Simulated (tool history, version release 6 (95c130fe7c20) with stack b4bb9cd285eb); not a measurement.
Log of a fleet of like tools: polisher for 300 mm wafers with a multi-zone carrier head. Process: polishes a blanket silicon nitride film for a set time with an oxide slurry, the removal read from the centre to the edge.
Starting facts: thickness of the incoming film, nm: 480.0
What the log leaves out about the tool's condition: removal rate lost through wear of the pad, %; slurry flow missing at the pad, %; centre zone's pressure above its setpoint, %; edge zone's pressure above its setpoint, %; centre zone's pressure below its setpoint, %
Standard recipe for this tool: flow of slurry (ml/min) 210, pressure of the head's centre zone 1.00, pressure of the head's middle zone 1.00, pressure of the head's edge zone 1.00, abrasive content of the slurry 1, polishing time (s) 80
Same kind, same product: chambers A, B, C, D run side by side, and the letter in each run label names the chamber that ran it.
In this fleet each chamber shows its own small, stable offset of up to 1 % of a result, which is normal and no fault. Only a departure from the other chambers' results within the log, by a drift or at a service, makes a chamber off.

run	day	flow of slurry (ml/min)	pressure of the head's centre zone	pressure of the head's middle zone	pressure of the head's edge zone	abrasive content of the slurry	polishing time (s)	wafers polished on this pad	hours since the slurry nozzle was cleaned	hours since the centre zone pressure was calibrated	hours since the edge zone pressure was calibrated	film removed at the wafer's centre (angstrom)	film removed at mid-radius (angstrom)	film removed at the wafer's edge (angstrom)
# day 0.267: chamber A: worn pad replaced by a new one
1B	0.592	210	1.00	1.00	1.00	1	80	819	656.5	544.6	425.5	752.09	740.74	750.38
# day 0.958: chamber B: worn pad replaced by a new one
2C	1.208	210	1.00	1.00	1.00	1	80	928	113.7	51.3	364.5	733.01	740.96	729.47
3A	1.796	210	1.00	1.00	1.00	1	80	431	654.4	420.7	455.4	737.95	739.63	743.24
4D	2.225	210	1.00	1.00	1.00	1	80	1176	196.0	715.6	75.3	759.90	754.51	751.51
5B	2.521	210	1.00	1.00	1.00	1	80	440	702.8	590.9	471.8	748.29	747.26	744.28
# day 2.858: chamber C: worn pad replaced by a new one
6D	2.912	210	1.00	1.00	1.00	1	80	1369	212.5	732.1	91.8	732.55	757.13	745.48
# day 2.988: chamber A: worn pad replaced by a new one
# day 3.192: chamber A: slurry nozzle cleaned
# day 3.300: chamber D: worn pad replaced by a new one
7A	3.467	210	1.00	1.00	1.00	1	80	135	6.6	460.8	495.5	763.70	743.39	754.07
8C	3.846	210	1.00	1.00	1.00	1	80	278	177.0	114.6	427.8	730.25	739.78	746.90
9D	4.283	210	1.00	1.00	1.00	1	80	277	245.4	765.0	124.7	745.46	751.41	767.00
10B	4.688	210	0.94	1.00	1.07	1	80	1051	754.8	642.9	523.8	680.79	755.18	785.36
# day 5.025: chamber D: slurry nozzle cleaned
11A	5.075	210	0.94	1.00	1.07	1	80	588	45.2	499.4	534.1	693.46	745.79	774.34
# day 5.200: chamber B: worn pad replaced by a new one
# day 5.438: chamber A: worn pad replaced by a new one
12C	5.712	210	0.94	1.00	1.07	1	80	804	221.8	159.4	472.6	712.11	733.63	787.58
# day 5.996: chamber B: slurry nozzle cleaned
13C	6.242	210	0.94	1.00	1.07	1	80	953	234.5	172.1	485.3	678.63	744.03	774.37
14A	6.554	210	1.00	1.00	1.00	1	80	315	80.7	534.9	569.6	745.99	757.65	749.92
15D	7.200	210	1.00	1.00	1.00	1	80	1098	52.3	835.0	194.7	744.57	749.92	746.21
# day 7.358: chamber C: worn pad replaced by a new one
16B	7.662	210	1.00	0.89	1.00	1	80	694	40.1	714.3	595.2	749.78	678.88	746.84
# day 7.688: chamber A: centre zone pressure recalibrated
# day 7.771: chamber D: worn pad replaced by a new one
# day 7.867: chamber B: centre zone pressure recalibrated
# day 8.204: chamber A: worn pad replaced by a new one
17A	8.225	210	1.00	0.89	1.00	1	80	6	120.8	13.0	609.7	736.05	660.70	769.99
18C	8.746	210	1.00	0.89	1.00	1	80	391	294.6	232.2	545.4	762.11	661.47	720.84
# day 9.154: chamber B: worn pad replaced by a new one
19B	9.288	210	1.00	0.89	1.00	1	80	37	79.1	34.1	634.2	668.84	680.17	762.69
20D	9.633	210	1.00	1.00	1.00	1	80	525	110.7	893.4	253.1	738.74	750.62	739.30
21C	10.167	210	1.00	1.00	1.00	1	80	791	328.7	266.3	579.5	752.57	750.95	736.87
22A	10.488	210	1.00	1.00	1.00	1	80	644	175.1	67.3	664.0	741.64	757.97	723.79
# day 10.921: chamber C: edge zone pressure recalibrated
23D	10.983	210	1.00	1.00	1.12	1	80	905	143.1	925.8	285.5	765.68	749.98	805.82
# day 11.033: chamber A: worn pad replaced by a new one
24B	11.325	210	1.00	1.00	1.12	1	80	611	128.0	83.0	683.1	687.56	759.98	787.10
25D	11.617	210	1.00	1.00	1.12	1	80	1083	158.3	941.0	300.7	740.90	752.23	784.02
# day 11.675: chamber C: worn pad replaced by a new one
26B	11.912	210	1.00	1.00	1.12	1	80	777	142.1	97.1	697.2	686.66	765.71	800.15
27A	12.329	210	1.00	1.00	1.00	1	80	365	219.3	111.5	708.2	743.39	748.89	757.19
# day 12.462: chamber B: worn pad replaced by a new one
28C	12.667	210	1.00	1.00	1.00	1	80	279	388.7	326.3	41.9	764.88	737.71	755.57
29B	13.096	210	1.00	1.00	1.00	1	80	179	170.5	125.5	725.6	686.55	753.87	752.28

Next, all 4 chambers run the settings below, one line each with question marks for the results. What does each chamber give?
30A	13.567	210	1.00	1.00	1.00	1	80					?	?	?
30B	13.567	210	1.00	1.00	1.00	1	80					?	?	?
30C	13.567	210	1.00	1.00	1.00	1	80					?	?	?
30D	13.567	210	1.00	1.00	1.00	1	80					?	?	?

run	film removed at the wafer's centre (angstrom)	film removed at mid-radius (angstrom)	film removed at the wafer's edge (angstrom)
30A	747.57	739.41	738.50
30B	688.16	760.47	744.75
30C	758.26	732.68	743.83
30D	759.15	749.42	742.02
